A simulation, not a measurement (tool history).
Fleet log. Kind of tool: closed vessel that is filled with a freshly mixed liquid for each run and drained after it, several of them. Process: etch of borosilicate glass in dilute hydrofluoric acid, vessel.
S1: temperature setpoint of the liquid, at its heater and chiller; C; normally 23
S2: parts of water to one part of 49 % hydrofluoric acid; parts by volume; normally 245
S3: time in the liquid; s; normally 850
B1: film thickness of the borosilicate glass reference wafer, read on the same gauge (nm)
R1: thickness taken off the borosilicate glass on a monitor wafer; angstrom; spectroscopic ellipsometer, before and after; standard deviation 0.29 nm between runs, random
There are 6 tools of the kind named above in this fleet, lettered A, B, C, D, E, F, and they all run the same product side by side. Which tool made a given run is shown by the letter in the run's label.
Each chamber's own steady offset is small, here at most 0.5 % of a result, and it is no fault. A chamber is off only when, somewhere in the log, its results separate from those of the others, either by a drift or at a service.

run   hour  S1   S2   S3      B1      R1
 1E    3.7  23  245  850  120.02  512.42
 2A    7.0  23  245  850  119.98  507.47
 3C   10.5  23  245  850  119.99  513.16
      11.9  -- chamber C: hydrofluoric acid flow meter replaced
 4D   15.7  23  245  850  120.04  513.85
      17.2  -- chamber D: hydrofluoric acid flow meter replaced
 5B   20.5  23  245  850  119.99  515.02
 6F   25.2  23  245  850  120.00  514.52
 7D   29.4  23  245  850  119.98  513.34
 8C   33.8  23  245  850  120.04  509.51
 9A   39.3  23  245  850  120.01  508.93
10E   44.8  23  245  850  120.00  514.28
11F   51.2  23  245  850  119.98  514.22
12B   55.6  23  245  850  120.02  514.13
13E   60.9  23  245  850  120.01  515.34
14F   64.6  23  245  850  119.97  511.87
15D   70.2  23  245  850  120.03  510.15
16B   76.7  23  245  850  119.99  512.96
17C   81.6  23  245  850  120.00  511.59
18A   86.6  20  245  420  120.00  223.53
19C   91.3  20  245  420  120.00  224.94
20E   97.0  20  245  420  120.01  228.24
21D  100.1  20  245  420  120.02  224.99
22A  105.4  20  245  420  119.96  223.29
23F  109.9  20  245  420  119.99  224.99
24B  113.7  23  245  850  120.01  501.73
25C  118.6  23  245  850  120.02  511.95
26B  123.4  23  245  850  120.01  497.99
27E  126.8  23  245  850  120.01  515.46
28A  133.2  23  245  850  119.98  512.21
29D  139.1  23  245  850  120.01  515.63
30F  143.6  23  245  455  120.00  274.35
31D  149.5  23  245  455  120.02  276.99
32C  155.2  23  245  455  120.01  270.78
33B  160.9  23  245  455  119.98  257.20
     163.2  -- chamber A: hydrofluoric acid flow meter replaced
34E  166.8  23  245  455  119.98  275.95
35F  171.0  23  245  455  120.02  274.22
36A  177.3  23  245  850  120.01  516.55
37A  183.5  23  245  850  120.01  512.32
38B  187.0  23  245  850  119.99  476.15

All chambers now run identical settings, listed one chamber a line with results as question marks. What results will each chamber show?
39A  191.9  23  245  850       ?
39B  191.9  23  245  850       ?
39C  191.9  23  245  850       ?
39D  191.9  23  245  850       ?
39E  191.9  23  245  850       ?
39F  191.9  23  245  850       ?

run      R1
39A  512.95
39B  475.20
39C  510.86
39D  509.72
39E  512.56
39F  510.48

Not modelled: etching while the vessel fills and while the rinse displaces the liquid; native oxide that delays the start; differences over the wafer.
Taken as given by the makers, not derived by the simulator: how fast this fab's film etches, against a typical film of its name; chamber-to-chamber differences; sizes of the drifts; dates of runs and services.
